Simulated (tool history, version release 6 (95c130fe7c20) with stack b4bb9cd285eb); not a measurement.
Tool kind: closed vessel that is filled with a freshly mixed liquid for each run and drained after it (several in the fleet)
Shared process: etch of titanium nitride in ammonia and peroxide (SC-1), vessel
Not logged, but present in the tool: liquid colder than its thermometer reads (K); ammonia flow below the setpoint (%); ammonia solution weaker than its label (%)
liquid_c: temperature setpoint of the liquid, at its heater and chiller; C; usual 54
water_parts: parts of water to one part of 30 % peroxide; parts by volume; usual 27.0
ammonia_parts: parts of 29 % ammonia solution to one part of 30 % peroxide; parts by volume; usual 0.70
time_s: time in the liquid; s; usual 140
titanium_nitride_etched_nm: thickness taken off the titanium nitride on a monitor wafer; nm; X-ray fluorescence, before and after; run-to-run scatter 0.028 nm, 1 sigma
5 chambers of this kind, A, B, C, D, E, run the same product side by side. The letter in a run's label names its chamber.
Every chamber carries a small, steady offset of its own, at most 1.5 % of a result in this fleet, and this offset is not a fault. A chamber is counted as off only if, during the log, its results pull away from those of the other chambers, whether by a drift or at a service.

run   hour  liquid_c  water_parts  ammonia_parts  time_s  hours since the thermometer was replaced  hours since the ammonia flow meter was replaced  hours since the drum of ammonia solution was connected  read-back film thickness of the titanium nitride reference wafer, read on the same gauge (nm)  titanium_nitride_etched_nm
 1D    7.6        54         27.0           0.70     140                                     991.0                                            918.3                                                   103.9                                                                                         69.994                      4.5441
 2E   11.3        54         27.0           0.70     140                                    2230.0                                            393.9                                                    54.7                                                                                         70.017                      4.4845
 3C   17.6        54         27.0           0.70     140                                     786.7                                            148.2                                                    94.3                                                                                         69.994                      4.4699
 4A   22.9        54         27.0           0.70     140                                     837.1                                           1268.2                                                   613.8                                                                                         69.964                      4.4946
 5B   26.8        54         27.0           0.70     140                                     157.8                                            178.9                                                   174.3                                                                                         70.007                      4.4563
 6C   32.4        54         27.0           0.70     140                                     801.5                                            163.0                                                   109.1                                                                                         69.997                      4.5502
 7A   39.4        54         27.0           0.70     140                                     853.6                                           1284.7                                                   630.3                                                                                         70.004                      4.5496
 8B   46.7        54         27.0           0.70     140                                     177.7                                            198.8                                                   194.2                                                                                         70.003                      4.4486
 9E   50.4        54         27.0           0.70     140                                    2269.1                                            433.0                                                    93.8                                                                                         70.001                      4.4995
10D   54.4        54         27.0           0.70     140                                    1037.8                                            965.1                                                   150.7                                                                                         70.004                      4.5114
11D   58.5        54         27.0           0.70     140                                    1041.9                                            969.2                                                   154.8                                                                                         69.976                      4.4890
12A   64.2        54         27.0           0.70     140                                     878.4                                           1309.5                                                   655.1                                                                                         70.006                      4.5094
13E   71.8        54         27.0           0.70     140                                    2290.5                                            454.4                                                   115.2                                                                                         70.018                      4.4735
14C   77.2        54         27.0           0.70     140                                     846.3                                            207.8                                                   153.9                                                                                         69.984                      4.5179
15B   84.1        54         27.0           0.70     140                                     215.1                                            236.2                                                   231.6                                                                                         70.001                      4.4993
      86.3  -- chamber A: new drum of ammonia solution connected
16E   91.9        54         27.0           0.70     140                                    2310.6                                            474.5                                                   135.3                                                                                         69.976                      4.5300
17B   96.2        54         27.0           0.70     140                                     227.2                                            248.3                                                   243.7                                                                                         69.962                      4.4609
18C  103.0        54         27.0           0.70     140                                     872.1                                            233.6                                                   179.7                                                                                         70.004                      4.4687
19A  110.3        54         27.0           0.70     140                                     924.5                                           1355.6                                                    24.1                                                                                         69.998                      4.5287
20D  116.9        54         27.0           0.70     140                                    1100.3                                           1027.6                                                   213.2                                                                                         70.001                      4.4599
21C  124.8        63         22.5           0.70     140                                     893.9                                            255.4                                                   201.5                                                                                         70.002                      9.0441
22D  129.9        63         22.5           0.70     140                                    1113.3                                           1040.6                                                   226.2                                                                                         70.001                      8.8433
23E  134.0        63         22.5           0.70     140                                    2352.7                                            516.6                                                   177.4                                                                                         70.021                      9.1604
24B  141.5        63         22.5           0.70     140                                     272.5                                            293.6                                                   289.0                                                                                         70.019                      8.9794
25A  145.5        63         22.5           0.70     140                                     959.7                                           1390.8                                                    59.3                                                                                         69.974                      8.9077
26E  149.9        54         27.0           0.70     140                                    2368.6                                            532.5                                                   193.3                                                                                         70.013                      4.4641
27D  155.6        54         27.0           0.70     140                                    1139.0                                           1066.3                                                   251.9                                                                                         69.997                      4.3776
28C  160.2        54         27.0           0.70     140                                     929.3                                            290.8                                                   236.9                                                                                         70.007                      4.4310
     161.1  -- chamber C: thermometer replaced
29B  164.4        54         27.0           0.70     140                                     295.4                                            316.5                                                   311.9                                                                                         69.998                      4.4826
30A  170.6        54         27.0           0.70     140                                     984.8                                           1415.9                                                    84.4                                                                                         69.997                      4.5074
31E  175.3        54         27.0           0.70     140                                    2394.0                                            557.9                                                   218.7                                                                                         70.002                      4.4621
32C  179.2        54         27.0           0.70     140                                      18.2                                            309.8                                                   255.9                                                                                         70.016                      4.4618
33A  185.4        54         27.0           0.70     140                                     999.6                                           1430.7                                                    99.2                                                                                         69.979                      4.4723
34D  189.7        54         27.0           0.70     140                                    1173.1                                           1100.4                                                   286.0                                                                                         69.987                      4.3391
     196.2  -- chamber D: ammonia flow meter replaced
35B  196.4        54         27.0           0.70     140                                     327.4                                            348.5                                                   343.9                                                                                         70.024                      4.4404
36D  200.3        54         27.0           0.70     140                                    1183.7                                              4.1                                                   296.6                                                                                         70.024                      4.3230
37E  204.2        54         27.0           0.70     140                                    2422.9                                            586.8                                                   247.6                                                                                         70.007                      4.4397
38B  210.6        54         27.0           0.70     140                                     341.6                                            362.7                                                   358.1                                                                                         70.035                      4.4480
39C  216.7        54         27.0           0.70     140                                      55.7                                            347.3                                                   293.4                                                                                         69.999                      4.4710
40A  221.5        54         27.0           0.70     140                                    1035.7                                           1466.8                                                   135.3                                                                                         70.005                      4.4925
41E  226.1        54         27.0           0.70     140                                    2444.8                                            608.7                                                   269.5                                                                                         69.972                      4.4921
42B  229.6        54         39.0           0.45     140                                     360.6                                            381.7                                                   377.1                                                                                         69.999                      3.3287

One chamber off, gauge drift, or nothing amiss beyond the chambers' own small offsets? If it is a chamber, which one, and what is the likeliest cause?

Little by little, chamber D moves away from the other chambers.
What lies behind it: liquid colder than its thermometer reads (K) = 0.79.

Which of the 4 candidates below, each the usual settings with something changed and its results left as question marks, puts chamber D back in line with what the other chambers give on the usual settings?
In-line tolerance around the mean of the other chambers on the usual settings: titanium_nitride_etched_nm 0.0990 nm
43D-1  235.3      53.5         27.0           0.70     140                                                                                                                                                                                                                                                                             ?
43D-2  235.3      54.5         27.0           0.70     140                                                                                                                                                                                                                                                                             ?
43D-3  235.3      54.0         26.5           0.70     150                                                                                                                                                                                                                                                                             ?
43D-4  235.3      53.5         27.5           0.70     135                                                                                                                                                                                                                                                                             ?

On the usual settings, the other chambers give on average: titanium_nitride_etched_nm 4.4729 nm
  run  titanium_nitride_etched_nm
43D-1                      4.1430
43D-2                      4.4299
43D-3                      4.6396
43D-4                      3.9534
With 43D-2, the chamber falls back in line with the rest.

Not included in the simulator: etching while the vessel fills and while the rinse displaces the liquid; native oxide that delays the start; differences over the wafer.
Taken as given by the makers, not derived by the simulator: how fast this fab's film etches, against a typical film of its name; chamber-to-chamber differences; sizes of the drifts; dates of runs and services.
